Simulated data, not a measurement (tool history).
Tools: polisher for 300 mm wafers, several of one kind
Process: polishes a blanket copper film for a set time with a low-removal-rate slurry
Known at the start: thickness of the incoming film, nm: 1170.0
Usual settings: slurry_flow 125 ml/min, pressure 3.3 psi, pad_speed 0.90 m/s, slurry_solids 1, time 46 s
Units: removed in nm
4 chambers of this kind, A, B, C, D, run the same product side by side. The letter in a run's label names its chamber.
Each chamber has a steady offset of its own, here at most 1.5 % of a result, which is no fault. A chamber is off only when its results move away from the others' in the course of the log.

run	hour	slurry_flow	pressure	pad_speed	slurry_solids	time	removed
1A	3.7	125	3.3	0.90	1	46	139.04
2B	7.3	125	3.3	0.90	1	46	139.48
3C	13.6	125	3.3	0.90	1	46	140.05
# hour 19.9: chamber A: slurry blender recalibrated
4D	21.1	125	3.3	0.90	1	46	138.14
# hour 21.9: chamber B: worn pad replaced by a new one
5D	24.6	125	3.3	0.90	1	46	139.15
6A	29.0	125	3.3	0.90	1	46	138.66
7C	33.4	125	3.3	0.90	1	46	137.82
# hour 34.5: chamber A: worn pad replaced by a new one
8B	37.4	125	3.3	0.90	1	46	141.29
9D	43.6	125	3.3	0.90	1	46	139.49
10B	50.1	125	3.3	0.90	1	46	140.83
11C	54.5	125	3.3	0.90	1	46	139.59
12A	59.1	125	3.3	1.12	1	46	173.52
13D	64.0	125	3.3	1.12	1	46	172.55
14C	67.5	125	3.3	1.12	1	46	169.33
# hour 67.6: chamber C: worn pad replaced by a new one
# hour 68.5: chamber D: worn pad replaced by a new one
15B	71.0	125	3.3	1.12	1	46	172.94
16A	74.7	125	3.3	0.90	1	46	140.50
17A	78.3	125	3.3	0.90	1	46	140.36
18B	85.0	125	3.3	0.90	1	46	141.24
19C	90.9	125	3.3	0.90	1	46	135.43
20D	95.9	125	3.3	0.66	1	46	101.14
21C	100.2	125	3.3	0.66	1	46	98.07
# hour 103.5: chamber A: worn pad replaced by a new one
# hour 106.1: chamber D: slurry nozzle cleaned
22B	106.8	125	3.3	0.66	1	46	103.97
# hour 110.3: chamber B: worn pad replaced by a new one
23A	114.0	125	3.3	0.66	1	46	101.38
24D	120.3	125	3.3	0.90	1	46	138.17
25A	125.0	125	3.3	0.90	1	46	139.82
26D	128.9	125	3.3	0.90	1	46	138.56
27C	132.8	125	3.3	0.90	1	46	132.69
28B	137.9	150	3.3	0.90	1	46	147.28

All 4 chambers run these settings next. Forecast each chamber's results:
29A	143.3	125	3.3	1.08	1	46	?
29B	143.3	125	3.3	1.08	1	46	?
29C	143.3	125	3.3	1.08	1	46	?
29D	143.3	125	3.3	1.08	1	46	?

run	removed
29A	169.59
29B	169.04
29C	157.95
29D	166.66
